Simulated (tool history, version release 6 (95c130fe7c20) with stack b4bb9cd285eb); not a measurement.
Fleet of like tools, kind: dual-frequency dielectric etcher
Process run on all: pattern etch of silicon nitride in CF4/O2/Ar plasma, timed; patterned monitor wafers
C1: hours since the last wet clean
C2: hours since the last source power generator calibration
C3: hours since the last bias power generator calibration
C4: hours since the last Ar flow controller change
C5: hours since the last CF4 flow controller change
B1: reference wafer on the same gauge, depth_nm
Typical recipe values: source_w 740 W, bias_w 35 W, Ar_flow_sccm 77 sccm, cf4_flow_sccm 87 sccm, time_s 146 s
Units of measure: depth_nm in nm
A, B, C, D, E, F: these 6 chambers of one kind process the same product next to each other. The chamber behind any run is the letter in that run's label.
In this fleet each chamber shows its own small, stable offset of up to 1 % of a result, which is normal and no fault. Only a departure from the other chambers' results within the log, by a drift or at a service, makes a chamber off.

Run 1C, day 0.242: usual settings; C1 124.5; C2 483.0; C3 3433.2; C4 1648.8; C5 1702.4; B1 333.09. Result: depth_nm 350.62 nm.
Run 2D, day 0.388: usual settings; C1 235.7; C2 249.3; C3 814.5; C4 1567.8; C5 2236.4; B1 332.67. Result: depth_nm 347.94 nm.
Run 3E, day 0.558: usual settings; C1 377.8; C2 886.7; C3 348.9; C4 5087.3; C5 4057.5; B1 333.05. Result: depth_nm 350.76 nm.
Run 4B, day 0.825: usual settings; C1 214.8; C2 1430.4; C3 307.4; C4 727.8; C5 2457.4; B1 333.17. Result: depth_nm 344.77 nm.
Run 5F, day 1.062: usual settings; C1 189.2; C2 638.1; C3 1455.5; C4 3897.9; C5 2631.6; B1 333.00. Result: depth_nm 351.67 nm.
Run 6A, day 1.242: usual settings; C1 165.1; C2 766.0; C3 2028.4; C4 1146.2; C5 1017.9; B1 332.78. Result: depth_nm 348.36 nm.
Run 7A, day 1.462: usual settings; C1 170.4; C2 771.3; C3 2033.7; C4 1151.5; C5 1023.2; B1 332.69. Result: depth_nm 349.25 nm.
Run 8E, day 1.617: usual settings; C1 403.2; C2 912.1; C3 374.3; C4 5112.7; C5 4082.9; B1 333.11. Result: depth_nm 353.37 nm.
Run 9F, day 1.871: usual settings; C1 208.6; C2 657.5; C3 1474.9; C4 3917.3; C5 2651.0; B1 333.06. Result: depth_nm 350.48 nm.
Run 10C, day 2.012: usual settings; C1 167.0; C2 525.5; C3 3475.7; C4 1691.3; C5 1744.9; B1 332.63. Result: depth_nm 355.44 nm.
Run 11D, day 2.217: usual settings; C1 279.6; C2 293.2; C3 858.4; C4 1611.7; C5 2280.3; B1 332.77. Result: depth_nm 351.46 nm.
Run 12B, day 2.471: usual settings; C1 254.3; C2 1469.9; C3 346.9; C4 767.3; C5 2496.9; B1 332.78. Result: depth_nm 349.36 nm.
Run 13D, day 2.738: usual settings; C1 292.1; C2 305.7; C3 870.9; C4 1624.2; C5 2292.8; B1 332.92. Result: depth_nm 354.09 nm.
Run 14F, day 2.888: usual settings; C1 233.0; C2 681.9; C3 1499.3; C4 3941.7; C5 2675.4; B1 332.88. Result: depth_nm 350.54 nm.
Run 15C, day 3.079: usual settings; C1 192.6; C2 551.1; C3 3501.3; C4 1716.9; C5 1770.5; B1 333.02. Result: depth_nm 354.12 nm.
Run 16A, day 3.254: usual settings; C1 213.4; C2 814.3; C3 2076.7; C4 1194.5; C5 1066.2; B1 333.31. Result: depth_nm 349.78 nm.
Run 17B, day 3.500: usual settings; C1 279.0; C2 1494.6; C3 371.6; C4 792.0; C5 2521.6; B1 332.88. Result: depth_nm 347.62 nm.
Run 18E, day 3.742: usual settings; C1 454.2; C2 963.1; C3 425.3; C4 5163.7; C5 4133.9; B1 333.17. Result: depth_nm 351.80 nm.
Run 19B, day 3.867: usual settings; C1 287.8; C2 1503.4; C3 380.4; C4 800.8; C5 2530.4; B1 333.35. Result: depth_nm 351.37 nm.
Run 20D, day 4.029: usual settings; C1 323.1; C2 336.7; C3 901.9; C4 1655.2; C5 2323.8; B1 332.97. Result: depth_nm 352.03 nm.
Run 21F, day 4.308: usual settings; C1 267.1; C2 716.0; C3 1533.4; C4 3975.8; C5 2709.5; B1 332.92. Result: depth_nm 352.17 nm.
Run 22A, day 4.492: usual settings; C1 243.1; C2 844.0; C3 2106.4; C4 1224.2; C5 1095.9; B1 332.99. Result: depth_nm 350.10 nm.
Run 23E, day 4.708: usual settings; C1 477.4; C2 986.3; C3 448.5; C4 5186.9; C5 4157.1; B1 333.18. Result: depth_nm 351.61 nm.
At day 4.838: chamber D: wet clean of the chamber.
Run 24C, day 4.912: usual settings; C1 236.6; C2 595.1; C3 3545.3; C4 1760.9; C5 1814.5; B1 333.51. Result: depth_nm 354.76 nm.
Run 25D, day 5.192: usual settings; C1 8.6; C2 364.6; C3 929.8; C4 1683.1; C5 2351.7; B1 332.83. Result: depth_nm 370.21 nm.
Run 26A, day 5.383: usual settings; C1 264.5; C2 865.4; C3 2127.8; C4 1245.6; C5 1117.3; B1 333.06. Result: depth_nm 351.47 nm.
Run 27E, day 5.521: usual settings; C1 496.9; C2 1005.8; C3 468.0; C4 5206.4; C5 4176.6; B1 333.22. Result: depth_nm 351.56 nm.
Run 28B, day 5.758: usual settings; C1 333.2; C2 1548.8; C3 425.8; C4 846.2; C5 2575.8; B1 332.90. Result: depth_nm 352.93 nm.
Run 29F, day 5.900: usual settings but bias_w 28 W, cf4_flow_sccm 102 sccm; C1 305.3; C2 754.2; C3 1571.6; C4 4014.0; C5 2747.7; B1 332.76. Result: depth_nm 334.16 nm.
Run 30C, day 6.058: usual settings but bias_w 28 W, cf4_flow_sccm 102 sccm; C1 264.1; C2 622.6; C3 3572.8; C4 1788.4; C5 1842.0; B1 333.30. Result: depth_nm 336.58 nm.
Run 31B, day 6.338: usual settings but bias_w 28 W, cf4_flow_sccm 102 sccm; C1 347.1; C2 1562.7; C3 439.7; C4 860.1; C5 2589.7; B1 332.76. Result: depth_nm 330.66 nm.
Run 32A, day 6.500: usual settings but bias_w 28 W, cf4_flow_sccm 102 sccm; C1 291.3; C2 892.2; C3 2154.6; C4 1272.4; C5 1144.1; B1 332.78. Result: depth_nm 334.73 nm.
Run 33F, day 6.696: usual settings but bias_w 28 W, cf4_flow_sccm 102 sccm; C1 324.4; C2 773.3; C3 1590.7; C4 4033.1; C5 2766.8; B1 333.43. Result: depth_nm 332.10 nm.
Run 34D, day 6.954: usual settings but bias_w 28 W, cf4_flow_sccm 102 sccm; C1 50.9; C2 406.9; C3 972.1; C4 1725.4; C5 2394.0; B1 333.37. Result: depth_nm 349.66 nm.
Run 35E, day 7.079: usual settings; C1 534.3; C2 1043.2; C3 505.4; C4 5243.8; C5 4214.0; B1 333.26. Result: depth_nm 351.63 nm.
Run 36C, day 7.288: usual settings; C1 293.6; C2 652.1; C3 3602.3; C4 1817.9; C5 1871.5; B1 333.53. Result: depth_nm 354.23 nm.
Run 37E, day 7.429: usual settings; C1 542.7; C2 1051.6; C3 513.8; C4 5252.2; C5 4222.4; B1 333.16. Result: depth_nm 354.42 nm.
Run 38B, day 7.696: usual settings; C1 379.7; C2 1595.3; C3 472.3; C4 892.7; C5 2622.3; B1 332.76. Result: depth_nm 347.31 nm.

Does one chamber stand apart from the rest, does the shared gauge drift, or is all well apart from small per-chamber offsets? Give the chamber and the most likely cause, where there is one.

After it was serviced, chamber D no longer matches the other chambers.
Likeliest cause: etch rate over this chamber's usual, % = 5.3.

Chamber D could run next with any of the 4 candidate recipes listed below; each alters the usual settings, and their results appear as question marks. Which one brings its results back in line with what the other chambers deliver on the usual settings?
In-line tolerance around the mean of the other chambers on the usual settings: depth_nm 7.70 nm
Run 39D-1, day 7.900: usual settings but source_w 720 W, time_s 140.5 s. Result: depth_nm ?.
Run 39D-2, day 7.900: usual settings but bias_w 40 W, Ar_flow_sccm 73 sccm. Result: depth_nm ?.
Run 39D-3, day 7.900: usual settings but Ar_flow_sccm 82 sccm, cf4_flow_sccm 82 sccm. Result: depth_nm ?.
Run 39D-4, day 7.900: usual settings but time_s 148.5 s. Result: depth_nm ?.

Average result of the remaining chambers running the usual settings: depth_nm 350.84 nm
  run  depth_nm
39D-1    349.40
39D-2    391.82
39D-3    365.81
39D-4    378.51
39D-1 is the one that brings the chamber's results back in line with the other chambers.
